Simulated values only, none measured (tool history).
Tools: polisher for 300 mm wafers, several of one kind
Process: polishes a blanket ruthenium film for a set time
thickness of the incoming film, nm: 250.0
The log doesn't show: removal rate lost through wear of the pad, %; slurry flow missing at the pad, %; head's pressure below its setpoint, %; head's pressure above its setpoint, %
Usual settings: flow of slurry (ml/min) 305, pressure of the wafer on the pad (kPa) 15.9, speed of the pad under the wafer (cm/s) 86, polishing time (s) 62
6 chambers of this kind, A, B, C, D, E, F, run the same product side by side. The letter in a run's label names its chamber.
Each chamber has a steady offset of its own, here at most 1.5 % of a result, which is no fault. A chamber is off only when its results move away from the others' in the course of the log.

| run | hour | flow of slurry (ml/min) | pressure of the wafer on the pad (kPa) | speed of the pad under the wafer (cm/s) | polishing time (s) | wafers polished on this pad | hours since the slurry nozzle was cleaned | hours since the head pressure was calibrated | film removed (nm) |
|---|---|---|---|---|---|---|---|---|---|
| 1C | 4.7 | 305 | 15.9 | 86 | 62 | 709 | 359.9 | 662.5 | 55.427 |
|  | 7.2 | chamber E: worn pad replaced by a new one |
| 2A | 8.2 | 305 | 15.9 | 86 | 62 | 567 | 202.6 | 52.9 | 56.599 |
|  | 10 | chamber E: slurry nozzle cleaned |
| 3B | 13.9 | 305 | 15.9 | 86 | 62 | 303 | 164.4 | 275.5 | 53.902 |
|  | 15.3 | chamber C: worn pad replaced by a new one |
| 4F | 17.9 | 305 | 15.9 | 86 | 62 | 279 | 56.9 | 200.4 | 55.822 |
| 5E | 22 | 305 | 15.9 | 86 | 62 | 164 | 12.1 | 572.3 | 55.179 |
| 6D | 25 | 305 | 15.9 | 86 | 62 | 777 | 431.6 | 119.8 | 55.249 |
| 7B | 29.5 | 305 | 15.9 | 74 | 62 | 476 | 180 | 291.1 | 46.662 |
|  | 33.9 | chamber A: worn pad replaced by a new one |
| 8A | 34 | 305 | 15.9 | 74 | 62 | 1 | 228.4 | 78.7 | 48.439 |
| 9E | 38.7 | 305 | 15.9 | 74 | 62 | 350 | 28.8 | 589 | 47.822 |
| 10D | 41.7 | 305 | 15.9 | 74 | 62 | 963 | 448.3 | 136.5 | 47.528 |
| 11F | 46.8 | 305 | 15.9 | 74 | 62 | 599 | 85.8 | 229.3 | 48.238 |
| 12C | 49.3 | 305 | 15.9 | 74 | 62 | 377 | 404.5 | 707.1 | 48.736 |
|  | 53.9 | chamber D: worn pad replaced by a new one |
| 13D | 54.9 | 305 | 15.9 | 86 | 62 | 11 | 461.5 | 149.7 | 55.179 |
| 14B | 59.5 | 305 | 15.9 | 86 | 62 | 809 | 210 | 321.1 | 54.265 |
|  | 62 | chamber E: worn pad replaced by a new one |
| 15A | 64.4 | 305 | 15.9 | 86 | 62 | 339 | 258.8 | 109.1 | 55.992 |
| 16F | 68.6 | 305 | 15.9 | 86 | 62 | 841 | 107.6 | 251.1 | 55.491 |
| 17E | 73.6 | 305 | 15.9 | 86 | 62 | 128 | 63.7 | 623.9 | 55.308 |
| 18C | 76.9 | 395 | 15.9 | 66 | 62 | 684 | 432.1 | 734.7 | 44.261 |
| 19D | 81.5 | 395 | 15.9 | 66 | 62 | 306 | 488.1 | 176.3 | 43.408 |
| 20F | 86.9 | 395 | 15.9 | 66 | 62 | 1045 | 125.9 | 269.4 | 44.419 |
| 21C | 90.1 | 395 | 15.9 | 66 | 62 | 830 | 445.3 | 747.9 | 43.309 |
| 22E | 94.6 | 395 | 15.9 | 66 | 62 | 362 | 84.7 | 644.9 | 43.903 |
| 23A | 98.2 | 395 | 15.9 | 66 | 62 | 714 | 292.6 | 142.9 | 43.494 |
|  | 101.2 | chamber B: worn pad replaced by a new one |
| 24B | 103.1 | 305 | 15.9 | 86 | 62 | 21 | 253.6 | 364.7 | 54.568 |
| 25D | 105.7 | 305 | 15.9 | 86 | 62 | 575 | 512.3 | 200.5 | 54.541 |
|  | 107.1 | chamber A: worn pad replaced by a new one |
|  | 108.3 | chamber A: slurry nozzle cleaned |
| 26B | 110.3 | 305 | 15.9 | 86 | 62 | 101 | 260.8 | 371.9 | 55.665 |
|  | 113.2 | chamber C: worn pad replaced by a new one |
|  | 114.2 | chamber F: worn pad replaced by a new one |
| 27F | 114.3 | 305 | 15.9 | 64 | 62 | 2 | 153.3 | 296.8 | 43.104 |
| 28E | 118.4 | 305 | 15.9 | 64 | 62 | 626 | 108.5 | 668.7 | 42.134 |
| 29A | 123.3 | 305 | 15.9 | 64 | 62 | 180 | 15 | 168 | 41.535 |
|  | 125 | chamber E: worn pad replaced by a new one |
| 30C | 126.7 | 305 | 15.9 | 64 | 62 | 150 | 481.9 | 784.5 | 42.575 |
| 31F | 130.8 | 305 | 15.9 | 64 | 62 | 185 | 169.8 | 313.3 | 43.588 |
| 32A | 135.5 | 305 | 15.9 | 64 | 62 | 316 | 27.2 | 180.2 | 41.971 |
| 33E | 138.4 | 305 | 15.9 | 86 | 62 | 149 | 128.5 | 688.7 | 55.035 |
|  | 142 | chamber D: worn pad replaced by a new one |
| 34D | 143.6 | 305 | 15.9 | 86 | 62 | 18 | 550.2 | 238.4 | 55.238 |
|  | 146.5 | chamber B: head pressure recalibrated |
| 35C | 148 | 305 | 15.9 | 86 | 62 | 387 | 503.2 | 805.8 | 56.836 |
| 36B | 153.4 | 230 | 15.9 | 76 | 62 | 580 | 303.9 | 6.9 | 47.166 |
| 37D | 159 | 230 | 15.9 | 76 | 62 | 189 | 565.6 | 253.8 | 47.538 |
| 38B | 163.4 | 230 | 15.9 | 76 | 62 | 691 | 313.9 | 16.9 | 48.662 |
| 39F | 168.8 | 230 | 15.9 | 76 | 62 | 606 | 207.8 | 351.3 | 51.095 |
| 40A | 172.2 | 230 | 15.9 | 76 | 62 | 723 | 63.9 | 216.9 | 47.767 |
| 41C | 176.9 | 230 | 15.9 | 76 | 62 | 708 | 532.1 | 834.7 | 47.837 |
|  | 177 | chamber A: worn pad replaced by a new one |
| 42E | 181.7 | 305 | 15.9 | 86 | 62 | 629 | 171.8 | 732 | 57.207 |
|  | 186.6 | chamber E: worn pad replaced by a new one |
| 43E | 187.3 | 305 | 15.9 | 86 | 62 | 7 | 177.4 | 737.6 | 55.366 |
| 44A | 191.5 | 305 | 15.9 | 86 | 62 | 161 | 83.2 | 236.2 | 55.248 |

Is one chamber off against the others, does the gauge drift, or is nothing wrong? If a chamber is off, say which, and what the likeliest cause is.

Chamber F drifts away from the others.
Cause: head's pressure above its setpoint, % = 11.1.

Here are 4 candidates for chamber F's next run, each the usual settings with a change, their results left as question marks. Which one brings its results back in line with what the others give on the usual settings?
In line means no further than this from the other chambers' mean on the usual settings: film removed (nm) 2.6
| 45F-1 | 195.5 | 305 | 15.9 | 86 | 63 |  |  |  | ? |
| 45F-2 | 195.5 | 305 | 16.5 | 86 | 65 |  |  |  | ? |
| 45F-3 | 195.5 | 305 | 15.9 | 86 | 60 |  |  |  | ? |
| 45F-4 | 195.5 | 305 | 15.9 | 86 | 55 |  |  |  | ? |

The other chambers' mean on the usual settings: film removed (nm) 55.486
| run | film removed (nm) |
|---|---|
| 45F-1 | 62.834 |
| 45F-2 | 67.676 |
| 45F-3 | 59.842 |
| 45F-4 | 54.855 |
45F-4 brings the chamber back in line.

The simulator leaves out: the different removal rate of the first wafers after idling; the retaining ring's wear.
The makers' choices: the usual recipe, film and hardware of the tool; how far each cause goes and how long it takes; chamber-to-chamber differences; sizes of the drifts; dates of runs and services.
